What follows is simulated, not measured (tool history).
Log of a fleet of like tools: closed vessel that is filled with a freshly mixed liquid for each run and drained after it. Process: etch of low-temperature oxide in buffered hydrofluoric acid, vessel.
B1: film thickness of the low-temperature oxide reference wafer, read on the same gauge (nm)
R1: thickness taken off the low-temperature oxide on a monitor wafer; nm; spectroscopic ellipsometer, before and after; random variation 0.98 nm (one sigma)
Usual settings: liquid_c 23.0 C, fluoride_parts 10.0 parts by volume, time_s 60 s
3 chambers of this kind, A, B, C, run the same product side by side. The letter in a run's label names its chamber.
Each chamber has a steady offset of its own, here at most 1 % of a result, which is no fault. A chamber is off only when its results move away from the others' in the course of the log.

At hour 9.4: chamber C: thermometer replaced.
Run 1A, hour 11.2: usual settings; B1 150.00. Result: R1 112.580 nm.
Run 2B, hour 26.4: usual settings; B1 150.00. Result: R1 114.020 nm.
Run 3C, hour 39.1: usual settings; B1 149.99. Result: R1 112.640 nm.
Run 4A, hour 55.4: usual settings; B1 150.01. Result: R1 113.770 nm.
Run 5B, hour 70.2: usual settings; B1 149.99. Result: R1 113.800 nm.
Run 6C, hour 81.8: usual settings; B1 150.00. Result: R1 114.720 nm.
Run 7A, hour 92.2: usual settings; B1 150.00. Result: R1 113.140 nm.
Run 8B, hour 105.5: usual settings; B1 150.02. Result: R1 113.020 nm.
Run 9C, hour 112.7: usual settings; B1 150.01. Result: R1 113.180 nm.
At hour 115.6: chamber A: hydrofluoric acid flow meter replaced.
Run 10C, hour 120.7: usual settings; B1 150.01. Result: R1 113.010 nm.
Run 11A, hour 128.0: usual settings; B1 150.03. Result: R1 112.720 nm.
Run 12B, hour 141.6: usual settings but fluoride_parts 8.5 parts by volume; B1 150.01. Result: R1 126.940 nm.
Run 13C, hour 154.8: usual settings but fluoride_parts 8.5 parts by volume; B1 150.00. Result: R1 130.680 nm.
Run 14A, hour 164.0: usual settings but fluoride_parts 8.5 parts by volume; B1 149.99. Result: R1 127.870 nm.
Run 15B, hour 172.3: usual settings; B1 150.01. Result: R1 113.400 nm.
Run 16B, hour 183.8: usual settings; B1 150.00. Result: R1 112.880 nm.
Run 17A, hour 196.1: usual settings but fluoride_parts 7.5 parts by volume, time_s 30 s; B1 150.01. Result: R1 72.561 nm.
Run 18C, hour 212.2: usual settings but fluoride_parts 7.5 parts by volume, time_s 30 s; B1 149.96. Result: R1 74.305 nm.
Run 19A, hour 222.4: usual settings but fluoride_parts 7.5 parts by volume, time_s 30 s; B1 150.00. Result: R1 73.807 nm.
Run 20C, hour 237.0: usual settings; B1 150.01. Result: R1 113.100 nm.
Run 21B, hour 253.8: usual settings; B1 149.99. Result: R1 111.550 nm.
Run 22C, hour 266.8: usual settings; B1 149.99. Result: R1 112.100 nm.
Run 23A, hour 275.6: usual settings; B1 150.00. Result: R1 112.930 nm.
Run 24B, hour 285.9: usual settings; B1 150.00. Result: R1 112.380 nm.
Run 25C, hour 293.5: usual settings; B1 150.00. Result: R1 112.650 nm.
Run 26B, hour 309.0: usual settings; B1 150.02. Result: R1 112.820 nm.
Run 27A, hour 318.1: usual settings but liquid_c 25.5 C, fluoride_parts 13.5 parts by volume; B1 150.02. Result: R1 95.842 nm.
Run 28C, hour 333.7: usual settings but liquid_c 25.5 C, fluoride_parts 13.5 parts by volume; B1 149.99. Result: R1 96.525 nm.
Run 29B, hour 349.7: usual settings but liquid_c 25.5 C, fluoride_parts 13.5 parts by volume; B1 150.00. Result: R1 95.588 nm.
Run 30A, hour 360.0: usual settings; B1 150.00. Result: R1 112.230 nm.
Run 31A, hour 370.8: usual settings; B1 149.99. Result: R1 113.780 nm.
Run 32B, hour 380.1: usual settings but liquid_c 27.0 C, fluoride_parts 13.0 parts by volume; B1 150.01. Result: R1 108.340 nm.
Run 33C, hour 388.9: usual settings but liquid_c 27.0 C, fluoride_parts 13.0 parts by volume; B1 149.98. Result: R1 111.210 nm.
Run 34B, hour 404.2: usual settings but liquid_c 27.0 C, fluoride_parts 13.0 parts by volume; B1 150.00. Result: R1 108.130 nm.
Run 35A, hour 415.8: usual settings; B1 150.00. Result: R1 113.630 nm.
Run 36C, hour 431.0: usual settings; B1 149.99. Result: R1 112.810 nm.
Run 37B, hour 445.1: usual settings; B1 149.99. Result: R1 114.040 nm.
Run 38C, hour 457.7: usual settings; B1 149.99. Result: R1 114.440 nm.
Run 39A, hour 468.2: usual settings; B1 149.99. Result: R1 112.490 nm.
Run 40B, hour 479.3: usual settings; B1 150.02. Result: R1 112.470 nm.
Run 41C, hour 487.0: usual settings; B1 150.00. Result: R1 112.020 nm.
Run 42A, hour 501.3: usual settings; B1 150.00. Result: R1 113.050 nm.
Run 43A, hour 510.5: usual settings; B1 150.00. Result: R1 112.330 nm.
Run 44C, hour 520.5: usual settings but time_s 35 s; B1 149.99. Result: R1 65.485 nm.

Next, every chamber runs the same settings. What will each give?
Run 45A, hour 532.5: usual settings but fluoride_parts 6.5 parts by volume. Result: R1 ?.
Run 45B, hour 532.5: usual settings but fluoride_parts 6.5 parts by volume. Result: R1 ?.
Run 45C, hour 532.5: usual settings but fluoride_parts 6.5 parts by volume. Result: R1 ?.

run       R1
45A  165.720
45B  165.390
45C  171.880
